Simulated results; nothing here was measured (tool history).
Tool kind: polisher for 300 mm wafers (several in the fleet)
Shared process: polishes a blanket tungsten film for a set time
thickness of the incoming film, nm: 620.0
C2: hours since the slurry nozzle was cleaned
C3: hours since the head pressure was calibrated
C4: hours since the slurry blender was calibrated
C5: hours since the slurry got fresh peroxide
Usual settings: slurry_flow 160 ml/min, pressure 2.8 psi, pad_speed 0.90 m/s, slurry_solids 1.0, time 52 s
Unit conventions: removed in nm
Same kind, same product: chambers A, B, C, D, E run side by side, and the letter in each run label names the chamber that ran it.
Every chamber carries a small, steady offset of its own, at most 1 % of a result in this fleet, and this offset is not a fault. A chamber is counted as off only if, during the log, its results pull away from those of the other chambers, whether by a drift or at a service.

Run 1D, hour 5.4: usual settings; wafers polished on this pad 360; C2 66.7; C3 607.4; C4 90.5; C5 30.6. Result: removed 140.55 nm.
Run 2A, hour 9.7: usual settings; wafers polished on this pad 873; C2 71.5; C3 771.0; C4 267.6; C5 52.4. Result: removed 136.18 nm.
At hour 11.8: chamber B: slurry blender recalibrated.
At hour 13.4: chamber E: worn pad replaced by a new one.
At hour 14.0: chamber B: slurry tank refilled with fresh slurry and peroxide.
Run 3B, hour 16.9: usual settings; wafers polished on this pad 603; C2 456.0; C3 1222.7; C4 5.1; C5 2.9. Result: removed 137.59 nm.
Run 4C, hour 21.6: usual settings; wafers polished on this pad 1137; C2 102.6; C3 672.6; C4 235.1; C5 66.6. Result: removed 141.03 nm.
At hour 24.0: chamber C: worn pad replaced by a new one.
At hour 25.0: chamber B: worn pad replaced by a new one.
Run 5E, hour 28.7: usual settings; wafers polished on this pad 193; C2 562.2; C3 1000.5; C4 271.8; C5 83.4. Result: removed 137.82 nm.
At hour 29.0: chamber D: worn pad replaced by a new one.
At hour 32.1: chamber D: slurry blender recalibrated.
At hour 34.4: chamber C: slurry tank refilled with fresh slurry and peroxide.
Run 6C, hour 35.0: usual settings; wafers polished on this pad 139; C2 116.0; C3 686.0; C4 248.5; C5 0.6. Result: removed 137.53 nm.
At hour 38.2: chamber C: head pressure recalibrated.
At hour 39.9: chamber E: slurry blender recalibrated.
Run 7A, hour 41.6: usual settings; wafers polished on this pad 1275; C2 103.4; C3 802.9; C4 299.5; C5 84.3. Result: removed 137.05 nm.
At hour 44.6: chamber C: slurry blender recalibrated.
Run 8B, hour 44.8: usual settings; wafers polished on this pad 250; C2 483.9; C3 1250.6; C4 33.0; C5 30.8. Result: removed 137.37 nm.
At hour 45.8: chamber E: head pressure recalibrated.
Run 9D, hour 48.6: usual settings; wafers polished on this pad 247; C2 109.9; C3 650.6; C4 16.5; C5 73.8. Result: removed 140.40 nm.
At hour 49.5: chamber B: slurry nozzle cleaned.
At hour 50.2: chamber A: worn pad replaced by a new one.
Run 10E, hour 55.8: usual settings but time 68 s; wafers polished on this pad 534; C2 589.3; C3 10.1; C4 15.9; C5 110.5. Result: removed 181.06 nm.
Run 11E, hour 60.0: usual settings but time 68 s; wafers polished on this pad 587; C2 593.5; C3 14.3; C4 20.1; C5 114.7. Result: removed 181.80 nm.
At hour 61.3: chamber D: slurry tank refilled with fresh slurry and peroxide.
Run 12C, hour 64.7: usual settings but time 68 s; wafers polished on this pad 513; C2 145.7; C3 26.5; C4 20.1; C5 30.3. Result: removed 183.83 nm.
Run 13A, hour 71.1: usual settings but time 68 s; wafers polished on this pad 264; C2 132.9; C3 832.4; C4 329.0; C5 113.8. Result: removed 179.94 nm.
Run 14B, hour 76.7: usual settings but time 68 s; wafers polished on this pad 652; C2 27.2; C3 1282.5; C4 64.9; C5 62.7. Result: removed 177.73 nm.
At hour 77.2: chamber D: worn pad replaced by a new one.
Run 15D, hour 81.0: usual settings but slurry_solids 1.1, time 58 s; wafers polished on this pad 48; C2 142.3; C3 683.0; C4 48.9; C5 19.7. Result: removed 159.23 nm.
Run 16C, hour 84.5: usual settings but slurry_solids 1.1, time 58 s; wafers polished on this pad 763; C2 165.5; C3 46.3; C4 39.9; C5 50.1. Result: removed 159.82 nm.
At hour 85.0: chamber B: worn pad replaced by a new one.
Run 17A, hour 90.6: usual settings but slurry_solids 1.1, time 58 s; wafers polished on this pad 510; C2 152.4; C3 851.9; C4 348.5; C5 133.3. Result: removed 155.89 nm.
Run 18E, hour 94.9: usual settings but slurry_solids 1.1, time 58 s; wafers polished on this pad 1027; C2 628.4; C3 49.2; C4 55.0; C5 149.6. Result: removed 157.63 nm.
At hour 98.4: chamber B: slurry tank refilled with fresh slurry and peroxide.
Run 19B, hour 100.0: usual settings but slurry_solids 1.1, time 58 s; wafers polished on this pad 189; C2 50.5; C3 1305.8; C4 88.2; C5 1.6. Result: removed 161.56 nm.
Run 20D, hour 104.0: usual settings; wafers polished on this pad 337; C2 165.3; C3 706.0; C4 71.9; C5 42.7. Result: removed 137.45 nm.
Run 21B, hour 108.5: usual settings; wafers polished on this pad 296; C2 59.0; C3 1314.3; C4 96.7; C5 10.1. Result: removed 135.67 nm.
Run 22D, hour 113.6: usual settings; wafers polished on this pad 458; C2 174.9; C3 715.6; C4 81.5; C5 52.3. Result: removed 140.00 nm.
At hour 117.8: chamber E: worn pad replaced by a new one.
Run 23E, hour 119.2: usual settings; wafers polished on this pad 18; C2 652.7; C3 73.5; C4 79.3; C5 173.9. Result: removed 134.28 nm.
At hour 120.2: chamber C: slurry tank refilled with fresh slurry and peroxide.
At hour 121.8: chamber E: slurry nozzle cleaned.
At hour 123.0: chamber C: worn pad replaced by a new one.
Run 24C, hour 123.7: usual settings; wafers polished on this pad 8; C2 204.7; C3 85.5; C4 79.1; C5 3.6. Result: removed 135.18 nm.
At hour 125.1: chamber E: slurry tank refilled with fresh slurry and peroxide.
Run 25A, hour 127.2: usual settings; wafers polished on this pad 971; C2 189.0; C3 888.5; C4 385.1; C5 169.9. Result: removed 133.55 nm.
At hour 127.5: chamber D: slurry blender recalibrated.
Run 26E, hour 130.5: usual settings; wafers polished on this pad 161; C2 8.7; C3 84.8; C4 90.6; C5 5.4. Result: removed 138.80 nm.
At hour 132.3: chamber D: worn pad replaced by a new one.
Run 27B, hour 133.8: usual settings; wafers polished on this pad 615; C2 84.3; C3 1339.6; C4 122.0; C5 35.4. Result: removed 139.04 nm.
At hour 137.7: chamber B: worn pad replaced by a new one.
Run 28C, hour 140.3: usual settings but pad_speed 1.16 m/s, time 69 s; wafers polished on this pad 218; C2 221.3; C3 102.1; C4 95.7; C5 20.2. Result: removed 234.50 nm.
Run 29A, hour 147.2: usual settings but pad_speed 1.16 m/s, time 69 s; wafers polished on this pad 1223; C2 209.0; C3 908.5; C4 405.1; C5 189.9. Result: removed 221.09 nm.
Run 30D, hour 152.0: usual settings but pad_speed 1.16 m/s, time 69 s; wafers polished on this pad 249; C2 213.3; C3 754.0; C4 24.5; C5 90.7. Result: removed 240.65 nm.
At hour 157.2: chamber D: slurry tank refilled with fresh slurry and peroxide.
Run 31A, hour 157.7: usual settings but pad_speed 1.16 m/s, time 69 s; wafers polished on this pad 1355; C2 219.5; C3 919.0; C4 415.6; C5 200.4. Result: removed 218.59 nm.
Run 32B, hour 162.5: usual settings but pad_speed 1.16 m/s, time 69 s; wafers polished on this pad 313; C2 113.0; C3 1368.3; C4 150.7; C5 64.1. Result: removed 235.78 nm.
Run 33D, hour 166.0: usual settings; wafers polished on this pad 425; C2 227.3; C3 768.0; C4 38.5; C5 8.8. Result: removed 139.93 nm.
Run 34C, hour 172.8: usual settings; wafers polished on this pad 627; C2 253.8; C3 134.6; C4 128.2; C5 52.7. Result: removed 140.91 nm.
At hour 177.2: chamber D: worn pad replaced by a new one.
Run 35E, hour 179.4: usual settings; wafers polished on this pad 777; C2 57.6; C3 133.7; C4 139.5; C5 54.3. Result: removed 137.55 nm.
Run 36D, hour 184.6: usual settings; wafers polished on this pad 94; C2 245.9; C3 786.6; C4 57.1; C5 27.4. Result: removed 139.54 nm.

Read the log: is a single chamber off, either drifting away or since a service, is the gauge that measures every chamber drifting, or is nothing wrong beyond small per-chamber offsets? Name any odd chamber and what most likely caused it.

It is chamber A that slowly wanders off from its peers.
Most likely cause: peroxide lost from the slurry, % = 24.5.
The log may not tell that from: removal rate lost through wear of the pad, %; slurry flow missing at the pad, %; head's pressure below its setpoint, %; abrasive missing from the slurry, %.

Below are 4 candidate recipes for chamber A's next run, each the usual settings with a change, their results shown as question marks. Which of them brings A's results back in line with what the other chambers give on the usual settings?
Counts as in line when no further than this from what the other chambers average on the usual settings: removed 6.10 nm
Run 37A-1, hour 189.8: usual settings but pad_speed 0.88 m/s, time 51 s. Result: removed ?.
Run 37A-2, hour 189.8: usual settings but slurry_solids 1.15. Result: removed ?.
Run 37A-3, hour 189.8: usual settings but pressure 2.9 psi, pad_speed 0.94 m/s, time 54 s. Result: removed ?.
Run 37A-4, hour 189.8: usual settings but pad_speed 0.84 m/s, time 49 s. Result: removed ?.

Average result of the remaining chambers running the usual settings: removed 138.35 nm
  run  removed
37A-1   118.26
37A-2   127.37
37A-3   138.40
37A-4   108.53
With 37A-3, the chamber falls back in line with the rest.

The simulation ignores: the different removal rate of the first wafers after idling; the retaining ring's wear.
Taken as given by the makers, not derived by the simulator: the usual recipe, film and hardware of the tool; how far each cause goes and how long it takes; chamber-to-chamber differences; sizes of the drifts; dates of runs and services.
